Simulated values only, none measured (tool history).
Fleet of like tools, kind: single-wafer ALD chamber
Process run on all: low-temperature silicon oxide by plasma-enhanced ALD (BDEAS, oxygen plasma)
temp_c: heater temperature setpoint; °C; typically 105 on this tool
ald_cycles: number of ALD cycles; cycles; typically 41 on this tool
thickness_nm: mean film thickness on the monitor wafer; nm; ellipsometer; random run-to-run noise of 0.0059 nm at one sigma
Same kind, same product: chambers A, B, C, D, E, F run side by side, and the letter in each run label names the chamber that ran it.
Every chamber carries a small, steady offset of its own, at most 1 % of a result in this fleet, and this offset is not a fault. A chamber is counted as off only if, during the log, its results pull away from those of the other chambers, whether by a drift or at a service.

| run | hour | temp_c | ald_cycles | hours since the last thermocouple change | read-back reference wafer on the same gauge, thickness_nm | thickness_nm |
|---|---|---|---|---|---|---|
| 1B | 6.5 | 105 | 41 | 1049.6 | 6.6105 | 5.8303 |
| 2F | 11.3 | 105 | 41 | 441.8 | 6.6089 | 5.8125 |
| 3C | 18.1 | 105 | 41 | 216.9 | 6.6064 | 5.7831 |
| 4D | 21.9 | 105 | 41 | 198.7 | 6.6081 | 5.8386 |
| 5E | 26.1 | 105 | 41 | 2250.2 | 6.6061 | 5.8134 |
| 6A | 30.7 | 105 | 41 | 1499.6 | 6.6059 | 5.7667 |
| 7D | 36.7 | 91 | 33 | 213.5 | 6.6048 | 4.8925 |
| 8F | 43.5 | 91 | 33 | 474.0 | 6.6053 | 4.8811 |
| 9C | 50.1 | 91 | 33 | 248.9 | 6.6046 | 4.8452 |
| 10B | 53.5 | 91 | 33 | 1096.6 | 6.6010 | 4.8803 |
| 11A | 60.7 | 91 | 33 | 1529.6 | 6.5989 | 4.8365 |
| 12E | 66.6 | 91 | 33 | 2290.7 | 6.5997 | 4.8618 |
| 13D | 70.8 | 105 | 41 | 247.6 | 6.5990 | 5.8465 |
| 14F | 76.3 | 110 | 36 | 506.8 | 6.5986 | 5.0622 |
| 15E | 80.6 | 110 | 36 | 2304.7 | 6.5980 | 5.0455 |
| 16B | 87.2 | 110 | 36 | 1130.3 | 6.5987 | 5.0639 |
| 17A | 93.0 | 110 | 36 | 1561.9 | 6.5981 | 5.0234 |
| 18C | 96.5 | 110 | 36 | 295.3 | 6.5977 | 5.0298 |
| 19E | 103.2 | 110 | 36 | 2327.3 | 6.5959 | 5.0497 |
| 20F | 107.2 | 105 | 41 | 537.7 | 6.5963 | 5.8200 |
| 21B | 114.3 | 105 | 41 | 1157.4 | 6.5945 | 5.8058 |
| 22D | 119.9 | 105 | 41 | 296.7 | 6.5932 | 5.8317 |
| 23C | 124.5 | 99 | 37 | 323.3 | 6.5918 | 5.2761 |
| 24A | 130.7 | 99 | 37 | 1599.6 | 6.5905 | 5.2688 |
| 25A | 134.3 | 99 | 37 | 1603.2 | 6.5913 | 5.2616 |
| 26C | 141.1 | 99 | 37 | 339.9 | 6.5897 | 5.2803 |
| 27E | 145.3 | 99 | 37 | 2369.4 | 6.5885 | 5.2975 |
| 28D | 150.2 | 99 | 37 | 327.0 | 6.5912 | 5.3178 |
| 29F | 154.3 | 105 | 41 | 584.8 | 6.5899 | 5.8178 |
| 30B | 161.4 | 105 | 36 | 1204.5 | 6.5866 | 5.1081 |
| 31C | 167.5 | 105 | 36 | 366.3 | 6.5873 | 5.0706 |
| 32A | 172.4 | 105 | 36 | 1641.3 | 6.5868 | 5.0506 |
| 33E | 178.2 | 105 | 36 | 2402.3 | 6.5871 | 5.0881 |
| 34D | 185.2 | 105 | 36 | 362.0 | 6.5854 | 5.1132 |
| 35F | 191.8 | 105 | 36 | 622.3 | 6.5843 | 5.1108 |
| 36B | 198.4 | 105 | 41 | 1241.5 | 6.5828 | 5.7979 |
| 37B | 201.9 | 105 | 41 | 1245.0 | 6.5814 | 5.7995 |

Next, all 6 chambers run the settings below, one line each with question marks for the results. What does each chamber give?
| 38A | 207.1 | 105 | 41 |  |  | ? |
| 38B | 207.1 | 105 | 41 |  |  | ? |
| 38C | 207.1 | 105 | 41 |  |  | ? |
| 38D | 207.1 | 105 | 41 |  |  | ? |
| 38E | 207.1 | 105 | 41 |  |  | ? |
| 38F | 207.1 | 105 | 41 |  |  | ? |

| run | thickness_nm |
|---|---|
| 38A | 5.7519 |
| 38B | 5.8111 |
| 38C | 5.7629 |
| 38D | 5.8113 |
| 38E | 5.7902 |
| 38F | 5.8013 |
